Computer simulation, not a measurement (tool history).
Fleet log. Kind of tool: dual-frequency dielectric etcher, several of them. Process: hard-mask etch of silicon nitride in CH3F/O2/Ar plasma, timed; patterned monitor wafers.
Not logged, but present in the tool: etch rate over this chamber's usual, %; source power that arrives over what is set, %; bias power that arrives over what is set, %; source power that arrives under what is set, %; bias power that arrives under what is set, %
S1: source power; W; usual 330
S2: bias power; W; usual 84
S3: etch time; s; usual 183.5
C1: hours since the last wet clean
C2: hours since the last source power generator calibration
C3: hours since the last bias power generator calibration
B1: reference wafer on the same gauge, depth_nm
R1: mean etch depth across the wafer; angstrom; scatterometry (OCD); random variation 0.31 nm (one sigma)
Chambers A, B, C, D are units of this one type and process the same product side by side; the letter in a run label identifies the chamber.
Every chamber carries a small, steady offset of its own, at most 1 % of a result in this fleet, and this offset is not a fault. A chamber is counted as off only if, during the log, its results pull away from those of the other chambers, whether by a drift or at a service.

| run | hour | S1 | S2 | S3 | C1 | C2 | C3 | B1 | R1 |
|---|---|---|---|---|---|---|---|---|---|
| 1D | 6.5 | 330 | 84 | 183.5 | 587.4 | 3645.3 | 3675.1 | 138.07 | 1260.80 |
| 2C | 13.3 | 330 | 84 | 183.5 | 529.6 | 1334.7 | 748.5 | 137.94 | 1270.20 |
|  | 17.8 | chamber C: wet clean of the chamber |
| 3A | 27.4 | 330 | 84 | 183.5 | 317.3 | 3060.0 | 1604.1 | 138.00 | 1257.70 |
| 4B | 40.7 | 330 | 84 | 183.5 | 114.4 | 279.9 | 3324.4 | 138.02 | 1266.90 |
| 5A | 46.9 | 330 | 75 | 142.5 | 336.8 | 3079.5 | 1623.6 | 138.05 | 938.45 |
|  | 57.4 | chamber D: bias power generator calibrated |
| 6B | 59.8 | 330 | 75 | 142.5 | 133.5 | 299.0 | 3343.5 | 138.03 | 941.31 |
| 7D | 71.6 | 330 | 75 | 142.5 | 652.5 | 3710.4 | 14.3 | 138.06 | 944.11 |
| 8C | 83.9 | 330 | 75 | 142.5 | 66.2 | 1405.3 | 819.1 | 138.03 | 949.62 |
| 9A | 96.1 | 330 | 84 | 183.5 | 386.0 | 3128.7 | 1672.8 | 138.02 | 1264.00 |
| 10B | 102.3 | 330 | 84 | 183.5 | 176.0 | 341.5 | 3386.0 | 138.01 | 1260.20 |
| 11D | 113.2 | 330 | 84 | 183.5 | 694.1 | 3752.0 | 55.9 | 138.02 | 1255.30 |
|  | 114.0 | chamber D: wet clean of the chamber |
| 12C | 125.6 | 330 | 84 | 183.5 | 107.9 | 1447.0 | 860.8 | 137.96 | 1268.50 |
|  | 131.5 | chamber A: wet clean of the chamber |
| 13C | 136.6 | 330 | 84 | 183.5 | 118.9 | 1458.0 | 871.8 | 137.97 | 1271.50 |
| 14A | 144.6 | 330 | 84 | 183.5 | 13.1 | 3177.2 | 1721.3 | 137.99 | 1301.50 |
| 15B | 150.7 | 330 | 84 | 183.5 | 224.4 | 389.9 | 3434.4 | 138.01 | 1260.70 |
| 16D | 158.9 | 330 | 84 | 166.0 | 45.0 | 3797.7 | 101.6 | 138.03 | 1139.40 |
| 17A | 171.8 | 330 | 84 | 166.0 | 40.3 | 3204.4 | 1748.5 | 138.09 | 1180.70 |
| 18C | 182.9 | 330 | 84 | 166.0 | 165.2 | 1504.3 | 918.1 | 137.94 | 1149.30 |
| 19B | 197.0 | 330 | 84 | 166.0 | 270.7 | 436.2 | 3480.7 | 137.96 | 1144.90 |
| 20D | 208.8 | 330 | 84 | 212.0 | 94.9 | 3847.6 | 151.5 | 137.98 | 1462.40 |
| 21D | 216.0 | 330 | 84 | 212.0 | 102.1 | 3854.8 | 158.7 | 137.99 | 1461.10 |
| 22B | 224.4 | 330 | 84 | 212.0 | 298.1 | 463.6 | 3508.1 | 137.99 | 1460.40 |
| 23A | 232.6 | 330 | 84 | 212.0 | 101.1 | 3265.2 | 1809.3 | 138.07 | 1502.30 |
| 24C | 243.5 | 330 | 84 | 183.5 | 225.8 | 1564.9 | 978.7 | 138.10 | 1269.30 |
| 25C | 254.8 | 330 | 84 | 183.5 | 237.1 | 1576.2 | 990.0 | 138.05 | 1268.40 |
| 26B | 266.9 | 330 | 84 | 183.5 | 340.6 | 506.1 | 3550.6 | 137.96 | 1266.60 |
|  | 275.5 | chamber B: wet clean of the chamber |
| 27A | 280.2 | 330 | 84 | 183.5 | 148.7 | 3312.8 | 1856.9 | 138.06 | 1298.70 |
| 28D | 292.7 | 330 | 84 | 183.5 | 178.8 | 3931.5 | 235.4 | 138.01 | 1262.90 |
| 29A | 301.7 | 330 | 99 | 183.5 | 170.2 | 3334.3 | 1878.4 | 137.97 | 1379.10 |
| 30C | 310.7 | 330 | 99 | 183.5 | 293.0 | 1632.1 | 1045.9 | 137.94 | 1348.40 |
| 31B | 320.6 | 330 | 99 | 183.5 | 45.1 | 559.8 | 3604.3 | 138.01 | 1341.90 |
| 32D | 332.3 | 330 | 99 | 183.5 | 218.4 | 3971.1 | 275.0 | 137.96 | 1335.40 |
| 33B | 344.0 | 330 | 84 | 183.5 | 68.5 | 583.2 | 3627.7 | 137.91 | 1262.90 |
| 34A | 357.1 | 330 | 84 | 183.5 | 225.6 | 3389.7 | 1933.8 | 137.99 | 1301.60 |
| 35D | 368.2 | 330 | 84 | 183.5 | 254.3 | 4007.0 | 310.9 | 137.99 | 1256.00 |
| 36C | 381.6 | 330 | 84 | 183.5 | 363.9 | 1703.0 | 1116.8 | 138.00 | 1272.00 |
| 37B | 392.4 | 330 | 84 | 183.5 | 116.9 | 631.6 | 3676.1 | 137.98 | 1259.30 |
| 38A | 401.3 | 330 | 84 | 183.5 | 269.8 | 3433.9 | 1978.0 | 137.98 | 1301.10 |
| 39D | 409.5 | 280 | 84 | 183.5 | 295.6 | 4048.3 | 352.2 | 138.01 | 1188.00 |

Is one chamber off against the others, does the gauge drift, or is nothing wrong? If a chamber is off, say which, and what the likeliest cause is.

Chamber A has stood off from the others ever since a service on it.
Cause: etch rate over this chamber's usual, % = 3.15.

Below are 4 candidate recipes for chamber A's next run, each the usual settings with a change, their results shown as question marks. Which of them brings A's results back in line with what the other chambers give on the usual settings?
In line here means within this much of the mean the other chambers give on the usual settings: R1 11.00 angstrom
| 40A-1 | 419.7 | 330 | 84 | 188.0 |  |  |  |  | ? |
| 40A-2 | 419.7 | 330 | 84 | 194.0 |  |  |  |  | ? |
| 40A-3 | 419.7 | 330 | 83 | 173.5 |  |  |  |  | ? |
| 40A-4 | 419.7 | 330 | 78 | 183.5 |  |  |  |  | ? |

Usual-settings mean across the other chambers: R1 1264.80 angstrom
| run | R1 |
|---|---|
| 40A-1 | 1330.50 |
| 40A-2 | 1373.00 |
| 40A-3 | 1222.50 |
| 40A-4 | 1264.30 |
The right change is 40A-4: it brings the chamber back within the allowed miss of the others.

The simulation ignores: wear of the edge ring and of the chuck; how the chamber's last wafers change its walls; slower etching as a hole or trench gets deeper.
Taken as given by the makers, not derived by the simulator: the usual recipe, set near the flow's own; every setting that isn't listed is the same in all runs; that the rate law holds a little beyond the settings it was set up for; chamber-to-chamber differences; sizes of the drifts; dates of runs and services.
